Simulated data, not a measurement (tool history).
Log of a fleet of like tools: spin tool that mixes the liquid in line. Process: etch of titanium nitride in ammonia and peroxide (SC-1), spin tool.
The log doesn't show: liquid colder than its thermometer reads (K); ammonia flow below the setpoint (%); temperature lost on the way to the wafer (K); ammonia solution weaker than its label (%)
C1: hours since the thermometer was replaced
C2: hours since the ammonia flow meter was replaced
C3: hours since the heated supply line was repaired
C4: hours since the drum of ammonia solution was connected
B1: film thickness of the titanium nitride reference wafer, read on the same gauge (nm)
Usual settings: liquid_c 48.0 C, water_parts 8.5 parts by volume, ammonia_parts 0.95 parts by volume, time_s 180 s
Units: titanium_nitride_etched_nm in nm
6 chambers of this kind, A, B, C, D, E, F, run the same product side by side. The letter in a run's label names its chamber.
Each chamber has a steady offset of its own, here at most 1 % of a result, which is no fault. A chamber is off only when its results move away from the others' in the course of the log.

run 1C hour=3.8 | liquid_c=48.0 water_parts=8.5 ammonia_parts=0.95 time_s=180 | C1=606.3 C2=1464.1 C3=2138.6 C4=697.4 | B1=129.99 | titanium_nitride_etched_nm=7.8325
run 2F hour=8.2 | liquid_c=48.0 water_parts=8.5 ammonia_parts=0.95 time_s=180 | C1=779.4 C2=719.5 C3=1993.2 C4=310.2 | B1=130.03 | titanium_nitride_etched_nm=7.7926
run 3B hour=11.0 | liquid_c=48.0 water_parts=8.5 ammonia_parts=0.95 time_s=180 | C1=50.3 C2=1197.0 C3=1534.6 C4=113.1 | B1=130.00 | titanium_nitride_etched_nm=7.7123
run 4D hour=14.0 | liquid_c=48.0 water_parts=8.5 ammonia_parts=0.95 time_s=180 | C1=611.4 C2=1443.0 C3=2774.6 C4=614.8 | B1=130.00 | titanium_nitride_etched_nm=7.7911
run 5A hour=19.2 | liquid_c=48.0 water_parts=8.5 ammonia_parts=0.95 time_s=180 | C1=1504.2 C2=297.0 C3=152.8 C4=133.1 | B1=130.04 | titanium_nitride_etched_nm=7.8084
run 6E hour=23.2 | liquid_c=48.0 water_parts=8.5 ammonia_parts=0.70 time_s=180 | C1=742.5 C2=1072.5 C3=155.7 C4=181.8 | B1=130.03 | titanium_nitride_etched_nm=7.3909
run 7A hour=25.6 | liquid_c=48.0 water_parts=8.5 ammonia_parts=0.70 time_s=180 | C1=1510.6 C2=303.4 C3=159.2 C4=139.5 | B1=130.01 | titanium_nitride_etched_nm=7.5123
-- hour=26.4 chamber D: new drum of ammonia solution connected
run 8B hour=30.8 | liquid_c=48.0 water_parts=8.5 ammonia_parts=0.70 time_s=180 | C1=70.1 C2=1216.8 C3=1554.4 C4=132.9 | B1=130.01 | titanium_nitride_etched_nm=7.3076
run 9D hour=34.7 | liquid_c=48.0 water_parts=8.5 ammonia_parts=0.70 time_s=180 | C1=632.1 C2=1463.7 C3=2795.3 C4=8.4 | B1=130.00 | titanium_nitride_etched_nm=7.3638
run 10F hour=37.4 | liquid_c=48.0 water_parts=8.5 ammonia_parts=0.70 time_s=180 | C1=808.6 C2=748.7 C3=2022.4 C4=339.4 | B1=130.00 | titanium_nitride_etched_nm=7.3927
run 11C hour=41.4 | liquid_c=48.0 water_parts=8.5 ammonia_parts=0.70 time_s=180 | C1=643.9 C2=1501.7 C3=2176.2 C4=735.0 | B1=130.01 | titanium_nitride_etched_nm=7.4126
run 12E hour=46.5 | liquid_c=48.0 water_parts=8.5 ammonia_parts=0.95 time_s=180 | C1=765.8 C2=1095.8 C3=179.0 C4=205.1 | B1=129.99 | titanium_nitride_etched_nm=7.7721
run 13A hour=51.8 | liquid_c=48.0 water_parts=6.0 ammonia_parts=0.95 time_s=180 | C1=1536.8 C2=329.6 C3=185.4 C4=165.7 | B1=129.99 | titanium_nitride_etched_nm=9.1954
run 14F hour=54.7 | liquid_c=48.0 water_parts=6.0 ammonia_parts=0.95 time_s=180 | C1=825.9 C2=766.0 C3=2039.7 C4=356.7 | B1=129.94 | titanium_nitride_etched_nm=9.2607
run 15B hour=58.6 | liquid_c=48.0 water_parts=6.0 ammonia_parts=0.95 time_s=180 | C1=97.9 C2=1244.6 C3=1582.2 C4=160.7 | B1=129.97 | titanium_nitride_etched_nm=9.0915
run 16D hour=61.7 | liquid_c=48.0 water_parts=6.0 ammonia_parts=0.95 time_s=180 | C1=659.1 C2=1490.7 C3=2822.3 C4=35.4 | B1=130.00 | titanium_nitride_etched_nm=8.9562
-- hour=63.2 chamber C: new drum of ammonia solution connected
run 17C hour=66.1 | liquid_c=48.0 water_parts=6.0 ammonia_parts=0.95 time_s=180 | C1=668.6 C2=1526.4 C3=2200.9 C4=2.9 | B1=129.98 | titanium_nitride_etched_nm=9.1677
run 18E hour=70.7 | liquid_c=48.0 water_parts=6.0 ammonia_parts=0.95 time_s=180 | C1=790.0 C2=1120.0 C3=203.2 C4=229.3 | B1=129.98 | titanium_nitride_etched_nm=9.0941
run 19C hour=75.7 | liquid_c=48.0 water_parts=8.5 ammonia_parts=0.95 time_s=180 | C1=678.2 C2=1536.0 C3=2210.5 C4=12.5 | B1=129.99 | titanium_nitride_etched_nm=7.8263
run 20D hour=78.3 | liquid_c=48.0 water_parts=8.5 ammonia_parts=0.95 time_s=180 | C1=675.7 C2=1507.3 C3=2838.9 C4=52.0 | B1=129.97 | titanium_nitride_etched_nm=7.5457
-- hour=82.6 chamber E: thermometer replaced
run 21E hour=83.8 | liquid_c=48.0 water_parts=8.5 ammonia_parts=0.95 time_s=180 | C1=1.3 C2=1133.1 C3=216.3 C4=242.4 | B1=130.03 | titanium_nitride_etched_nm=7.7191
run 22F hour=87.7 | liquid_c=48.0 water_parts=8.5 ammonia_parts=0.95 time_s=180 | C1=858.9 C2=799.0 C3=2072.7 C4=389.7 | B1=130.01 | titanium_nitride_etched_nm=7.8370
run 23B hour=92.4 | liquid_c=51.5 water_parts=7.5 ammonia_parts=0.95 time_s=180 | C1=131.7 C2=1278.4 C3=1616.0 C4=194.5 | B1=130.00 | titanium_nitride_etched_nm=10.4640
run 24A hour=97.1 | liquid_c=51.5 water_parts=7.5 ammonia_parts=0.95 time_s=180 | C1=1582.1 C2=374.9 C3=230.7 C4=211.0 | B1=130.00 | titanium_nitride_etched_nm=10.6280
run 25A hour=101.5 | liquid_c=51.5 water_parts=7.5 ammonia_parts=0.95 time_s=180 | C1=1586.5 C2=379.3 C3=235.1 C4=215.4 | B1=130.00 | titanium_nitride_etched_nm=10.5630
run 26C hour=105.7 | liquid_c=51.5 water_parts=7.5 ammonia_parts=0.95 time_s=180 | C1=708.2 C2=1566.0 C3=2240.5 C4=42.5 | B1=130.04 | titanium_nitride_etched_nm=10.6330
run 27E hour=109.5 | liquid_c=51.5 water_parts=7.5 ammonia_parts=0.95 time_s=180 | C1=27.0 C2=1158.8 C3=242.0 C4=268.1 | B1=129.99 | titanium_nitride_etched_nm=10.5350
run 28B hour=112.1 | liquid_c=51.5 water_parts=7.5 ammonia_parts=0.95 time_s=180 | C1=151.4 C2=1298.1 C3=1635.7 C4=214.2 | B1=130.01 | titanium_nitride_etched_nm=10.4550
run 29F hour=116.7 | liquid_c=48.0 water_parts=8.5 ammonia_parts=0.95 time_s=180 | C1=887.9 C2=828.0 C3=2101.7 C4=418.7 | B1=130.03 | titanium_nitride_etched_nm=7.7505
run 30D hour=121.6 | liquid_c=48.0 water_parts=8.5 ammonia_parts=0.95 time_s=95 | C1=719.0 C2=1550.6 C3=2882.2 C4=95.3 | B1=130.01 | titanium_nitride_etched_nm=3.9618
run 31F hour=126.4 | liquid_c=48.0 water_parts=8.5 ammonia_parts=0.95 time_s=95 | C1=897.6 C2=837.7 C3=2111.4 C4=428.4 | B1=129.96 | titanium_nitride_etched_nm=4.1276
run 32C hour=131.7 | liquid_c=48.0 water_parts=8.5 ammonia_parts=0.95 time_s=95 | C1=734.2 C2=1592.0 C3=2266.5 C4=68.5 | B1=130.04 | titanium_nitride_etched_nm=4.1036
run 33B hour=136.1 | liquid_c=48.0 water_parts=8.5 ammonia_parts=0.95 time_s=95 | C1=175.4 C2=1322.1 C3=1659.7 C4=238.2 | B1=130.01 | titanium_nitride_etched_nm=4.0552
run 34E hour=138.7 | liquid_c=48.0 water_parts=8.5 ammonia_parts=0.95 time_s=95 | C1=56.2 C2=1188.0 C3=271.2 C4=297.3 | B1=130.02 | titanium_nitride_etched_nm=4.0742
run 35A hour=143.2 | liquid_c=48.0 water_parts=8.5 ammonia_parts=0.95 time_s=95 | C1=1628.2 C2=421.0 C3=276.8 C4=257.1 | B1=130.00 | titanium_nitride_etched_nm=4.1245
run 36D hour=145.7 | liquid_c=48.0 water_parts=8.5 ammonia_parts=0.95 time_s=180 | C1=743.1 C2=1574.7 C3=2906.3 C4=119.4 | B1=129.96 | titanium_nitride_etched_nm=7.4010
run 37B hour=150.2 | liquid_c=48.0 water_parts=8.5 ammonia_parts=0.95 time_s=180 | C1=189.5 C2=1336.2 C3=1673.8 C4=252.3 | B1=130.02 | titanium_nitride_etched_nm=7.6782
run 38D hour=154.2 | liquid_c=55.0 water_parts=8.5 ammonia_parts=0.95 time_s=265 | C1=751.6 C2=1583.2 C3=2914.8 C4=127.9 | B1=129.96 | titanium_nitride_etched_nm=17.8310
run 39E hour=159.3 | liquid_c=55.0 water_parts=8.5 ammonia_parts=0.95 time_s=265 | C1=76.8 C2=1208.6 C3=291.8 C4=317.9 | B1=129.99 | titanium_nitride_etched_nm=18.3960
run 40C hour=164.8 | liquid_c=55.0 water_parts=8.5 ammonia_parts=0.95 time_s=265 | C1=767.3 C2=1625.1 C3=2299.6 C4=101.6 | B1=129.99 | titanium_nitride_etched_nm=18.5890
run 41F hour=169.9 | liquid_c=55.0 water_parts=8.5 ammonia_parts=0.95 time_s=265 | C1=941.1 C2=881.2 C3=2154.9 C4=471.9 | B1=130.01 | titanium_nitride_etched_nm=18.7200

What goes on in this fleet: one chamber off, a drifting gauge, or nothing beyond the chambers' own small offsets? Name the chamber and the cause, if any.

Chamber D drifts away from the others.
Cause: liquid colder than its thermometer reads (K) = 0.841.
The log may not tell that from: temperature lost on the way to the wafer (K).

Here are 4 candidates for chamber D's next run, each the usual settings with a change, their results left as question marks. Which one brings its results back in line with what the others give on the usual settings?
In line means no further than this from the other chambers' mean on the usual settings: titanium_nitride_etched_nm 0.1100 nm
run 42D-1 hour=173.9 | liquid_c=48.0 water_parts=8.5 ammonia_parts=1.15 time_s=180 | titanium_nitride_etched_nm=?
run 42D-2 hour=173.9 | liquid_c=48.0 water_parts=8.5 ammonia_parts=0.95 time_s=170 | titanium_nitride_etched_nm=?
run 42D-3 hour=173.9 | liquid_c=48.0 water_parts=8.5 ammonia_parts=0.95 time_s=175 | titanium_nitride_etched_nm=?
run 42D-4 hour=173.9 | liquid_c=48.0 water_parts=8.5 ammonia_parts=0.95 time_s=190 | titanium_nitride_etched_nm=?

The other chambers' mean on the usual settings: titanium_nitride_etched_nm 7.7674 nm
run=42D-1 titanium_nitride_etched_nm=7.5434
run=42D-2 titanium_nitride_etched_nm=6.9335
run=42D-3 titanium_nitride_etched_nm=7.1374
run=42D-4 titanium_nitride_etched_nm=7.7492
42D-4 brings the chamber back in line.
